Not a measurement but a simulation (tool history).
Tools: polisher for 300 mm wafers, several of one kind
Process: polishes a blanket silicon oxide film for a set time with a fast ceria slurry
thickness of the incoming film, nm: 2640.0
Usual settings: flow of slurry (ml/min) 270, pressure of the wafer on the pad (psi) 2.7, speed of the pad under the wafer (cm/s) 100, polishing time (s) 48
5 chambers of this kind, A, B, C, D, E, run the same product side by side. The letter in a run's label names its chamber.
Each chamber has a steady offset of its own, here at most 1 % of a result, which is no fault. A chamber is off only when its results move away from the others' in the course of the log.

run   hour  flow of slurry (ml/min)  pressure of the wafer on the pad (psi)  speed of the pad under the wafer (cm/s)  polishing time (s)  film removed (angstrom)
       6.2  -- chamber C: head pressure recalibrated
       7.8  -- chamber C: worn pad replaced by a new one
 1D    8.8                      270                                     2.7                                      100                  48                   6173.8
      14.0  -- chamber E: slurry nozzle cleaned
 2A   19.0                      270                                     2.7                                      100                  48                   6288.9
      21.2  -- chamber B: slurry nozzle cleaned
 3E   24.6                      270                                     2.7                                      100                  48                   6069.3
 4C   31.3                      270                                     2.7                                      100                  48                   6075.8
 5B   36.2                      270                                     2.7                                      100                  48                   6237.5
 6C   44.6                      305                                     2.7                                      100                  48                   6215.8
 7A   53.5                      305                                     2.7                                      100                  48                   6268.8
 8E   63.1                      305                                     2.7                                      100                  48                   6362.9
      67.2  -- chamber A: worn pad replaced by a new one
      67.4  -- chamber B: worn pad replaced by a new one
      71.2  -- chamber C: slurry nozzle cleaned
 9D   73.7                      305                                     2.7                                      100                  48                   6323.3
      79.4  -- chamber D: worn pad replaced by a new one
10B   82.9                      305                                     2.7                                      100                  48                   6037.5
11C   93.6                      270                                     2.7                                      100                  48                   6129.3
      96.0  -- chamber A: slurry nozzle cleaned
12D  101.2                      270                                     2.7                                      100                  48                   6377.5
13B  107.9                      270                                     2.7                                      100                  48                   6057.7
     112.2  -- chamber C: worn pad replaced by a new one
14E  115.8                      270                                     2.7                                      100                  48                   6217.5
15A  122.0                      205                                     2.7                                       66                  48                   3867.7
     124.8  -- chamber E: worn pad replaced by a new one
16B  130.0                      205                                     2.7                                       66                  48                   3960.3
     134.2  -- chamber A: worn pad replaced by a new one
17C  139.3                      205                                     2.7                                       66                  48                   3898.6
18D  147.6                      205                                     2.7                                       66                  48                   3968.7
     152.7  -- chamber D: worn pad replaced by a new one
19E  156.8                      205                                     2.7                                       66                  48                   3869.4
     161.5  -- chamber D: slurry nozzle cleaned
20A  163.2                      200                                     2.2                                      100                  48                   4729.2
21A  168.8                      200                                     2.2                                      100                  48                   4694.5
     175.8  -- chamber E: head pressure recalibrated
22D  178.1                      200                                     2.2                                      100                  48                   4856.2
     178.6  -- chamber B: worn pad replaced by a new one
23E  188.6                      200                                     2.2                                      100                  48                   4886.3
24B  195.1                      200                                     2.2                                      100                  48                   4869.5
25C  203.3                      270                                     2.7                                      100                  48                   6231.4
     208.3  -- chamber A: worn pad replaced by a new one
26E  209.2                      230                                     2.3                                      100                  48                   5166.3
     216.4  -- chamber C: worn pad replaced by a new one
27B  216.8                      230                                     2.3                                      100                  48                   5056.7
28C  224.7                      230                                     2.3                                      100                  48                   5095.5
29A  232.3                      230                                     2.3                                      100                  48                   5079.5
     238.6  -- chamber D: worn pad replaced by a new one
     239.8  -- chamber E: worn pad replaced by a new one
30D  242.3                      230                                     2.3                                      100                  48                   5336.6
31E  247.5                      270                                     2.7                                      100                  48                   6224.2
32A  257.5                      270                                     2.7                                      100                  48                   5893.5
33D  262.3                      270                                     2.7                                      100                  48                   6294.1
     271.3  -- chamber B: worn pad replaced by a new one
34B  272.5                      270                                     2.7                                      100                  48                   6018.4
35C  282.0                      270                                     2.7                                      100                  48                   6063.3
36C  291.4                      270                                     2.7                                      100                  48                   6122.9
37E  300.7                      270                                     2.7                                      100                  48                   6140.2
38B  308.5                      270                                     2.7                                      100                  48                   6161.5
39D  314.9                      270                                     2.7                                      100                  48                   6139.0

Is one chamber off against the others, does the gauge drift, or is nothing wrong? If a chamber is off, say which, and what the likeliest cause is.

Chamber A drifts away from the others.
Cause: head's pressure below its setpoint, % = 6.76.

Here are 4 candidates for chamber A's next run, each the usual settings with a change, their results left as question marks. Which one brings its results back in line with what the others give on the usual settings?
In line means no further than this from the other chambers' mean on the usual settings: film removed (angstrom) 220.0
40A-1  322.6                      270                                     2.6                                      100                  46                        ?
40A-2  322.6                      270                                     2.7                                      102                  48                        ?
40A-3  322.6                      210                                     2.7                                      100                  48                        ?
40A-4  322.6                      270                                     2.8                                      104                  49                        ?

The other chambers' mean on the usual settings: film removed (angstrom) 6153.2
  run  film removed (angstrom)
40A-1                   5199.5
40A-2                   5744.0
40A-3                   5473.9
40A-4                   6197.0
40A-4 brings the chamber back in line.
